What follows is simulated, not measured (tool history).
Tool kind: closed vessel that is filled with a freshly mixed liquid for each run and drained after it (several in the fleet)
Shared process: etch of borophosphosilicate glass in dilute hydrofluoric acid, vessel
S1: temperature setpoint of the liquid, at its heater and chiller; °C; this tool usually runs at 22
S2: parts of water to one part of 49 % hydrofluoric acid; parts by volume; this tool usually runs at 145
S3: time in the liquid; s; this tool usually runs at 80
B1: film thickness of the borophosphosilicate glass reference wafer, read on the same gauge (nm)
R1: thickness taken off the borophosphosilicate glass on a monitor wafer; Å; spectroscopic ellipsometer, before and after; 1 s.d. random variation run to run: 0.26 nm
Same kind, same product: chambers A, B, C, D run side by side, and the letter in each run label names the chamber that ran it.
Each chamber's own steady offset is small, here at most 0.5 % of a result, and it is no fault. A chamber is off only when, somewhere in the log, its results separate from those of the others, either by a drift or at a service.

run   hour  S1   S2   S3      B1      R1
 1D    3.6  22  145   80  59.988  386.42
 2B      6  22  145   80  60.022   384.8
 3A    8.3  22  145   80  59.998  388.95
 4C   12.9  22  145   80  60.009  383.34
 5B   15.9  22  145   80  59.978  389.29
 6C   18.9  22  145   80  59.986  386.13
 7D   22.4  22  145   80  60.025   386.8
 8A   26.4  22  145   80  60.021   389.8
 9D   29.2  19  145  120  59.996  521.79
10B   34.3  19  145  120  59.994   519.7
11C   37.3  19  145  120  59.985  515.66
12A   40.7  19  145  120  60.017  512.44
13D   45.2  22  145   80  60.014  392.26
14A   48.3  22  145   80  60.001  386.83
15B   53.5  22  145   80  59.979  391.17
16C     57  22  145   80  60.007  387.33
17A   59.4  22  145   80   60.02  387.23
18B   64.4  22  145   80  60.013  388.04
19D   69.2  22  145   80  60.023   388.3
20C   72.2  22  145   80  59.997  387.27
21B     76  22  145   80  59.968  388.02
22A   79.6  22  145   80  60.004  391.06
23D   83.6  22  145   80  59.993  387.05
24C     86  22  145   80  59.984  382.65
25A   90.5  22  145  100  59.989  483.62
26C   95.2  22  145  100  60.001  484.08
27B   97.6  22  145  100  59.964  481.76
28D  100.5  22  145  100  59.996  488.87

Next, all 4 chambers run the settings below, one line each with question marks for the results. What does each chamber give?
29A  104.2  22  145  50       ?
29B  104.2  22  145  50       ?
29C  104.2  22  145  50       ?
29D  104.2  22  145  50       ?

run      R1
29A  240.61
29B  241.09
29C  239.34
29D  244.27
